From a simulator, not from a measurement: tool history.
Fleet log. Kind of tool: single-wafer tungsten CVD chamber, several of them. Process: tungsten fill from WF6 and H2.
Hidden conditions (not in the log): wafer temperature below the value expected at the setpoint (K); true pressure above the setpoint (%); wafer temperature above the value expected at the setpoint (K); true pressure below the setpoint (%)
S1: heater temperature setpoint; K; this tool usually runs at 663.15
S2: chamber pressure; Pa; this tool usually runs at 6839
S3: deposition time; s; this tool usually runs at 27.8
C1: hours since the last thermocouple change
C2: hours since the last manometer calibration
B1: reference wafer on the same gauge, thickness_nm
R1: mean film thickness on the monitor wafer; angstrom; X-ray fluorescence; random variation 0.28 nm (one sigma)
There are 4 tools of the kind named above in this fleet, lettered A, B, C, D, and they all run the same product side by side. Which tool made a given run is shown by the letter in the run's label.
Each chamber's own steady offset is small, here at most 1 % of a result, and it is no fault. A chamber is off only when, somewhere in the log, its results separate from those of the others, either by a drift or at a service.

run,hour,S1,S2,S3,C1,C2,B1,R1
1A,6.6,663.15,6839,27.8,1008.8,229.7,91.634,851.72
2D,19.7,663.15,6839,27.8,1104.5,2363.9,91.573,864.87
3B,27.9,663.15,6839,27.8,1024.7,479.1,91.607,854.38
4C,37.6,663.15,6839,27.8,326.4,580.1,91.713,861.93
5D,44.9,663.15,6839,27.8,1129.7,2389.1,91.535,868.42
6A,51.4,663.15,6839,27.8,1053.6,274.5,91.668,852.92
7C,65.5,670.15,6839,31.1,354.3,608.0,91.490,1092.20
8B,75.8,670.15,6839,31.1,1072.6,527.0,91.645,1086.60
9B,86.4,670.15,6839,31.1,1083.2,537.6,91.652,1089.30
10C,99.0,670.15,6839,31.1,387.8,641.5,91.632,1096.20
11D,106.6,663.15,6839,27.8,1191.4,2450.8,91.604,862.99
12A,114.6,663.15,6839,27.8,1116.8,337.7,91.585,857.88
13B,128.2,663.15,6839,27.8,1125.0,579.4,91.638,851.88
14A,140.5,663.15,6839,27.8,1142.7,363.6,91.551,850.09
15C,154.6,663.15,6839,27.8,443.4,697.1,91.583,861.37
16D,163.8,663.15,6839,27.8,1248.6,2508.0,91.597,866.06
17A,173.5,663.15,6839,27.8,1175.7,396.6,91.606,853.50
18B,183.5,663.15,6839,27.8,1180.3,634.7,91.575,855.27
19D,192.0,663.15,6839,27.8,1276.8,2536.2,91.586,867.00
20C,204.7,663.15,5866,27.8,493.5,747.2,91.689,800.96
21B,218.4,663.15,5866,27.8,1215.2,669.6,91.590,790.96
22A,226.0,663.15,5866,27.8,1228.2,449.1,91.567,798.20
23D,235.3,663.15,5866,27.8,1320.1,2579.5,91.576,805.52
24C,243.4,663.15,6839,27.8,532.2,785.9,91.615,860.90
# hour 244.7: chamber D: capacitance manometer re-zeroed and calibrated
25A,257.8,663.15,6839,27.8,1260.0,480.9,91.560,850.85
26C,264.7,663.15,6839,27.8,553.5,807.2,91.571,860.62
27B,278.1,656.15,6839,30.3,1274.9,729.3,91.587,812.76
28D,289.9,656.15,6839,30.3,1374.7,45.2,91.664,816.31
29C,300.9,656.15,6839,30.3,589.7,843.4,91.557,814.74
30B,307.7,656.15,6839,30.3,1304.5,758.9,91.594,807.05

Has any chamber moved away from the others, gradually or after a service, or does the common gauge drift, or do the chambers differ only by their own small steady offsets? State the chamber and the most likely cause if one applies.

The fleet is healthy, with each chamber sitting at its usual small offset and no drift in the gauge.

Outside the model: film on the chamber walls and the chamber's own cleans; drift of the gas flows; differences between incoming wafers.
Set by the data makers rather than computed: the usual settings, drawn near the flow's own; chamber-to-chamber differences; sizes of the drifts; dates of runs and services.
